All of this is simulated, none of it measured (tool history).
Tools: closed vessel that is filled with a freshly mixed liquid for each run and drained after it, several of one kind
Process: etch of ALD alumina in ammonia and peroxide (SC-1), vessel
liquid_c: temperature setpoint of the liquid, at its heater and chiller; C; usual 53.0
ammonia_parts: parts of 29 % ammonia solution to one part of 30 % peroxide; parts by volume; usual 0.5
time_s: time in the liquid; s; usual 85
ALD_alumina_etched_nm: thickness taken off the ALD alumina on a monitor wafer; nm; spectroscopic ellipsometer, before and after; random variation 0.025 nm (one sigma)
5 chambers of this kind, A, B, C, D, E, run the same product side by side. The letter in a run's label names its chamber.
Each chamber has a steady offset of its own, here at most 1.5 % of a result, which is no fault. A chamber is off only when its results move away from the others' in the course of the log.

run,hour,liquid_c,ammonia_parts,time_s,hours since the thermometer was replaced,hours since the ammonia flow meter was replaced,hours since the drum of ammonia solution was connected,"read-back film thickness of the ALD alumina reference wafer, read on the same gauge (nm)",ALD_alumina_etched_nm
1A,3.9,53.0,0.5,85,255.8,716.0,99.5,109.99,5.6972
2D,8.7,53.0,0.5,85,1460.8,1580.3,980.6,109.98,5.7178
3C,15.7,53.0,0.5,85,462.4,2036.0,334.9,110.00,5.6949
4B,19.6,53.0,0.5,85,2126.9,309.2,101.8,110.02,5.6527
5E,24.9,53.0,0.5,85,113.6,695.4,893.4,109.99,5.6995
6D,31.7,53.0,0.5,85,1483.8,1603.3,1003.6,110.00,5.6981
7E,36.5,53.0,0.5,85,125.2,707.0,905.0,109.98,5.7585
8A,40.6,53.0,0.5,85,292.5,752.7,136.2,109.99,5.7426
9C,44.0,53.0,0.5,85,490.7,2064.3,363.2,110.02,5.6547
10B,47.6,53.0,0.5,85,2154.9,337.2,129.8,109.97,5.6626
11B,51.2,53.0,0.5,85,2158.5,340.8,133.4,110.01,5.6654
12D,58.0,53.0,0.5,85,1510.1,1629.6,1029.9,109.98,5.6654
13E,62.2,53.0,0.5,85,150.9,732.7,930.7,109.97,5.7607
14C,66.3,53.0,0.5,85,513.0,2086.6,385.5,110.01,5.6759
15A,70.3,53.0,0.5,85,322.2,782.4,165.9,110.00,5.7419
# hour 73.3: chamber B: ammonia flow meter replaced
16E,74.3,53.0,0.5,85,163.0,744.8,942.8,110.01,5.7548
17D,79.7,53.0,0.5,85,1531.8,1651.3,1051.6,110.01,5.7095
18B,82.8,53.0,0.5,85,2190.1,9.5,165.0,109.98,5.7025
19A,86.6,53.0,0.5,85,338.5,798.7,182.2,109.99,5.7013
20C,92.7,53.0,0.5,85,539.4,2113.0,411.9,109.99,5.6680
# hour 94.7: chamber D: new drum of ammonia solution connected
21D,99.8,53.0,0.5,85,1551.9,1671.4,5.2,110.00,5.6901
22A,104.5,53.0,0.5,85,356.4,816.6,200.1,110.02,5.7079
23B,110.9,49.0,0.6,85,2218.2,37.6,193.1,110.02,4.6323
24C,114.3,49.0,0.6,85,561.0,2134.6,433.5,110.01,4.6740
25E,118.8,49.0,0.6,85,207.5,789.3,987.3,110.00,4.7123
26D,122.7,49.0,0.6,85,1574.8,1694.3,28.1,109.99,4.6734
27B,128.2,49.0,0.6,85,2235.5,54.9,210.4,109.99,4.6222
28E,131.7,53.0,0.5,85,220.4,802.2,1000.2,110.00,5.7899
29A,137.3,53.0,0.5,85,389.2,849.4,232.9,110.00,5.7822
30C,142.8,60.5,0.5,45,589.5,2163.1,462.0,110.01,4.4156
31A,147.3,60.5,0.5,45,399.2,859.4,242.9,110.00,4.4759
32B,150.6,60.5,0.5,45,2257.9,77.3,232.8,109.98,4.4965
33E,155.4,60.5,0.5,45,244.1,825.9,1023.9,110.02,4.5055
34C,162.3,60.5,0.5,45,609.0,2182.6,481.5,109.97,4.4338
35D,169.1,53.0,0.5,85,1621.2,1740.7,74.5,109.99,5.7177
36E,172.6,53.0,0.5,85,261.3,843.1,1041.1,109.97,5.7026
37B,178.2,59.5,0.5,120,2285.5,104.9,260.4,109.99,11.3630
38C,181.6,59.5,0.5,120,628.3,2201.9,500.8,110.02,11.1740
39A,187.6,59.5,0.5,120,439.5,899.7,283.2,110.02,11.3640
40D,193.2,59.5,0.5,120,1645.3,1764.8,98.6,110.00,11.3440
41B,198.8,59.5,0.5,120,2306.1,125.5,281.0,110.02,11.3270
42E,202.5,53.0,0.5,85,291.2,873.0,1071.0,110.00,5.7283

Is one chamber off against the others, does the gauge drift, or is nothing wrong? If a chamber is off, say which, and what the likeliest cause is.

No chamber stands off beyond its own small offset, and the gauge holds steady.
